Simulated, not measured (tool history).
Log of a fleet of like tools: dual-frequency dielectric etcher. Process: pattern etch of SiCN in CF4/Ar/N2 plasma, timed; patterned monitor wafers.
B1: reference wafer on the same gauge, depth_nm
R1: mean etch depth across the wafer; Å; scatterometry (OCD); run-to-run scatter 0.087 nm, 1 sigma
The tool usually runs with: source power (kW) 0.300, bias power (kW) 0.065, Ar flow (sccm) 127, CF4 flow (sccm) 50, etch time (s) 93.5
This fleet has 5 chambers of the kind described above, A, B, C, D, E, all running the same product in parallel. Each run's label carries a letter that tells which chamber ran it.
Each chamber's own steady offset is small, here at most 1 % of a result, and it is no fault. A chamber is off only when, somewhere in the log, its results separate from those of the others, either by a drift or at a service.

Run 1B, hour 8.8: usual settings; B1 55.006. Result: R1 498.32 Å.
Run 2C, hour 19.8: usual settings; B1 55.035. Result: R1 500.51 Å.
At hour 28.8: chamber C: wet clean of the chamber.
Run 3D, hour 29.7: usual settings; B1 55.047. Result: R1 501.61 Å.
Run 4A, hour 39.6: usual settings; B1 55.022. Result: R1 495.64 Å.
Run 5E, hour 52.2: usual settings; B1 55.039. Result: R1 499.70 Å.
Run 6C, hour 64.4: usual settings; B1 55.054. Result: R1 499.14 Å.
Run 7B, hour 72.9: usual settings; B1 55.056. Result: R1 499.48 Å.
Run 8D, hour 86.4: usual settings; B1 55.046. Result: R1 501.42 Å.
Run 9A, hour 100.1: usual settings; B1 55.094. Result: R1 497.48 Å.
Run 10E, hour 111.3: usual settings; B1 55.090. Result: R1 499.50 Å.
At hour 113.4: chamber A: bias power generator calibrated.
Run 11D, hour 121.7: usual settings; B1 55.101. Result: R1 502.11 Å.
At hour 130.4: chamber B: bias power generator calibrated.
Run 12E, hour 136.8: usual settings; B1 55.087. Result: R1 500.60 Å.
Run 13C, hour 149.9: usual settings; B1 55.126. Result: R1 500.70 Å.
Run 14A, hour 157.1: usual settings; B1 55.155. Result: R1 497.95 Å.
Run 15B, hour 166.2: usual settings; B1 55.159. Result: R1 499.20 Å.
At hour 166.4: chamber D: Ar flow controller replaced.
Run 16B, hour 180.9: usual settings; B1 55.162. Result: R1 500.99 Å.
Run 17C, hour 192.9: usual settings; B1 55.142. Result: R1 499.99 Å.
Run 18E, hour 204.7: usual settings; B1 55.186. Result: R1 500.94 Å.
Run 19A, hour 215.0: usual settings; B1 55.179. Result: R1 497.31 Å.
Run 20D, hour 223.2: usual settings; B1 55.202. Result: R1 503.48 Å.
At hour 231.6: chamber E: wet clean of the chamber.
Run 21A, hour 231.7: usual settings; B1 55.178. Result: R1 497.45 Å.
Run 22E, hour 241.6: usual settings; B1 55.217. Result: R1 500.34 Å.
Run 23C, hour 254.6: usual settings; B1 55.207. Result: R1 501.65 Å.
Run 24B, hour 262.4: usual settings; B1 55.223. Result: R1 501.15 Å.
Run 25D, hour 276.7: usual settings; B1 55.243. Result: R1 502.16 Å.
Run 26B, hour 284.8: usual settings; B1 55.249. Result: R1 503.80 Å.
Run 27E, hour 297.6: usual settings; B1 55.253. Result: R1 502.16 Å.
At hour 303.1: chamber A: wet clean of the chamber.
Run 28D, hour 309.0: usual settings; B1 55.263. Result: R1 502.51 Å.
At hour 315.9: chamber D: wet clean of the chamber.
Run 29A, hour 323.5: usual settings; B1 55.261. Result: R1 497.74 Å.
Run 30C, hour 332.1: usual settings; B1 55.275. Result: R1 502.05 Å.
Run 31E, hour 341.0: usual settings; B1 55.306. Result: R1 502.30 Å.
Run 32A, hour 349.4: usual settings; B1 55.321. Result: R1 500.27 Å.
At hour 359.7: chamber D: CF4 flow controller replaced.
Run 33B, hour 362.1: usual settings; B1 55.322. Result: R1 503.46 Å.
Run 34C, hour 370.7: usual settings; B1 55.316. Result: R1 502.23 Å.
Run 35D, hour 380.5: usual settings; B1 55.317. Result: R1 504.02 Å.
Run 36B, hour 390.2: usual settings; B1 55.344. Result: R1 503.33 Å.
Run 37C, hour 402.0: usual settings; B1 55.351. Result: R1 502.83 Å.
Run 38D, hour 409.0: usual settings; B1 55.365. Result: R1 503.52 Å.
Run 39E, hour 423.4: usual settings but bias power (kW) 0.075; B1 55.373. Result: R1 530.41 Å.
Run 40A, hour 432.8: usual settings but bias power (kW) 0.075; B1 55.383. Result: R1 527.62 Å.
Run 41B, hour 448.1: usual settings but bias power (kW) 0.075; B1 55.381. Result: R1 532.48 Å.

Which is it: a chamber that has drifted or been left off by a service, a gauge drift common to all chambers, or only each chamber's usual small offset? If a chamber is off, name it and its likeliest cause.

Gauge drift. The chambers move together only on paper, and none stands off.
What lies behind it: gauge reads high (%) = 0.716.

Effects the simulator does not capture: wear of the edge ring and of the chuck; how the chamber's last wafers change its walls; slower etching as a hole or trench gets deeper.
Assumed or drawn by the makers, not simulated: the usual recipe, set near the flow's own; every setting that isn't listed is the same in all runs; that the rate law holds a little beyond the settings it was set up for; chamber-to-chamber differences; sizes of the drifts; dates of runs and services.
